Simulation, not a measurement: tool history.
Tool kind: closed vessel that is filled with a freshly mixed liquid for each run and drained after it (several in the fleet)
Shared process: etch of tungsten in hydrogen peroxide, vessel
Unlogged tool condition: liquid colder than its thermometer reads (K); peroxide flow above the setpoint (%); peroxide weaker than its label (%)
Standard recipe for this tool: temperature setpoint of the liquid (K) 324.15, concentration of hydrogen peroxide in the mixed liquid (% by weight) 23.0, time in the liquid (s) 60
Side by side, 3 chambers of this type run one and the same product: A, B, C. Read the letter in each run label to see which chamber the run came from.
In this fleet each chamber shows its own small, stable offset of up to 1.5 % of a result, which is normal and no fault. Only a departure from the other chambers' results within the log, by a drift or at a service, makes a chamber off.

run    day  temperature setpoint of the liquid (K)  concentration of hydrogen peroxide in the mixed liquid (% by weight)  time in the liquid (s)  hours since the thermometer was replaced  hours since the peroxide flow meter was replaced  hours since the drum of peroxide was connected  read-back film thickness of the tungsten reference wafer, read on the same gauge (nm)  thickness taken off the tungsten on a monitor wafer (nm)
 1A  0.225                                  324.15                                                                  23.0                      60                                      78.8                                            1323.6                                           238.8                                                                                 90.061                                                   188.350
 2B  0.396                                  324.15                                                                  23.0                      60                                    2386.9                                             145.6                                           974.6                                                                                 89.942                                                   191.270
 3C  0.554                                  324.15                                                                  23.0                      60                                     894.2                                            1415.0                                           431.6                                                                                 89.980                                                   191.900
 4C  0.788                                  324.15                                                                  23.0                      60                                     899.8                                            1420.6                                           437.2                                                                                 90.034                                                   190.860
 5B  0.979                                  324.15                                                                  23.0                      60                                    2400.9                                             159.6                                           988.6                                                                                 90.027                                                   190.330
     1.183  -- chamber B: thermometer replaced
 6A  1.242                                  324.15                                                                  28.5                      60                                     103.2                                            1348.0                                           263.2                                                                                 90.063                                                   212.050
 7C  1.433                                  324.15                                                                  28.5                      60                                     915.3                                            1436.1                                           452.7                                                                                 89.999                                                   209.980
 8A  1.708                                  324.15                                                                  28.5                      60                                     114.4                                            1359.2                                           274.4                                                                                 89.995                                                   211.460
 9B  1.971                                  324.15                                                                  23.0                      60                                      19.0                                             183.4                                          1012.4                                                                                 89.986                                                   192.120
10C  2.188                                  320.15                                                                  23.0                      60                                     933.4                                            1454.2                                           470.8                                                                                 89.973                                                   149.950
11A  2.421                                  320.15                                                                  23.0                      60                                     131.5                                            1376.3                                           291.5                                                                                 90.048                                                   150.020
12B  2.608                                  320.15                                                                  23.0                      60                                      34.3                                             198.7                                          1027.7                                                                                 89.987                                                   150.560
13B  2.858                                  324.15                                                                  23.0                      60                                      40.3                                             204.7                                          1033.7                                                                                 89.974                                                   190.670
     2.954  -- chamber C: thermometer replaced
14A  3.017                                  327.15                                                                  20.5                      60                                     145.8                                            1390.6                                           305.8                                                                                 90.012                                                   213.030
15C  3.204                                  327.15                                                                  20.5                      60                                       6.0                                            1478.6                                           495.2                                                                                 89.992                                                   215.250
16A  3.333                                  327.15                                                                  20.5                      60                                     153.4                                            1398.2                                           313.4                                                                                 89.991                                                   215.780
17C  3.462                                  324.15                                                                  23.0                      60                                      12.2                                            1484.8                                           501.4                                                                                 90.048                                                   191.650
18B  3.604                                  324.15                                                                  23.0                      60                                      58.2                                             222.6                                          1051.6                                                                                 90.015                                                   190.520
19B  3.788                                  324.15                                                                  23.0                      60                                      62.6                                             227.0                                          1056.0                                                                                 90.006                                                   193.050
20C  4.071                                  324.15                                                                  23.0                      60                                      26.8                                            1499.4                                           516.0                                                                                 90.018                                                   192.170
     4.208  -- chamber C: new drum of peroxide connected
21A  4.354                                  324.15                                                                  23.0                      60                                     177.9                                            1422.7                                           337.9                                                                                 89.974                                                   193.850
22C  4.588                                  324.15                                                                  23.0                      60                                      39.2                                            1511.8                                             9.1                                                                                 89.961                                                   192.260
23A  4.738                                  324.15                                                                  23.0                      60                                     187.1                                            1431.9                                           347.1                                                                                 89.960                                                   190.760
24B  4.871                                  324.15                                                                  23.0                      60                                      88.6                                             253.0                                          1082.0                                                                                 89.964                                                   190.560
25A  5.033                                  324.15                                                                  23.0                      60                                     194.2                                            1439.0                                           354.2                                                                                 90.013                                                   189.550
26B  5.258                                  324.15                                                                  23.0                      40                                      97.9                                             262.3                                          1091.3                                                                                 90.011                                                   128.790
27C  5.458                                  324.15                                                                  23.0                      40                                      60.1                                            1532.7                                            30.0                                                                                 90.028                                                   128.140
28A  5.708                                  324.15                                                                  23.0                      40                                     210.4                                            1455.2                                           370.4                                                                                 90.075                                                   126.180
29C  5.879                                  324.15                                                                  23.0                      60                                      70.2                                            1542.8                                            40.1                                                                                 89.973                                                   190.110
30B  6.062                                  324.15                                                                  23.0                      60                                     117.2                                             281.6                                          1110.6                                                                                 89.930                                                   191.860
31A  6.192                                  319.15                                                                  23.0                      30                                     222.0                                            1466.8                                           382.0                                                                                 89.950                                                    69.266
32B  6.358                                  319.15                                                                  23.0                      30                                     124.3                                             288.7                                          1117.7                                                                                 90.009                                                    69.775
33C  6.496                                  319.15                                                                  23.0                      30                                      85.0                                            1557.6                                            54.9                                                                                 90.047                                                    69.993
34B  6.629                                  324.15                                                                  23.0                      60                                     130.8                                             295.2                                          1124.2                                                                                 90.059                                                   192.700
35C  6.858                                  324.15                                                                  23.0                      60                                      93.7                                            1566.3                                            63.6                                                                                 89.978                                                   190.400
36A  7.046                                  324.15                                                                  23.0                      60                                     242.5                                            1487.3                                           402.5                                                                                 89.952                                                   187.730
37B  7.233                                  324.15                                                                  23.0                      60                                     145.3                                             309.7                                          1138.7                                                                                 89.993                                                   191.560
38C  7.512                                  324.15                                                                  23.0                      60                                     109.4                                            1582.0                                            79.3                                                                                 89.999                                                   191.440
39A  7.658                                  324.15                                                                  23.0                      60                                     257.2                                            1502.0                                           417.2                                                                                 89.978                                                   186.840
40C  7.812                                  324.15                                                                  23.0                      60                                     116.6                                            1589.2                                            86.5                                                                                 90.021                                                   190.110
41A  7.946                                  324.15                                                                  23.0                      60                                     264.1                                            1508.9                                           424.1                                                                                 90.009                                                   189.120
42B  8.108                                  324.15                                                                  23.0                      60                                     166.3                                             330.7                                          1159.7                                                                                 90.054                                                   191.740

Next, all 3 chambers run the settings below, one line each with question marks for the results. What does each chamber give?
43A  8.321                                  324.15                                                                  23.0                      75                                                                                                                                                                                                                                                                                            ?
43B  8.321                                  324.15                                                                  23.0                      75                                                                                                                                                                                                                                                                                            ?
43C  8.321                                  324.15                                                                  23.0                      75                                                                                                                                                                                                                                                                                            ?

run  thickness taken off the tungsten on a monitor wafer (nm)
43A                                                   234.530
43B                                                   239.450
43C                                                   238.820
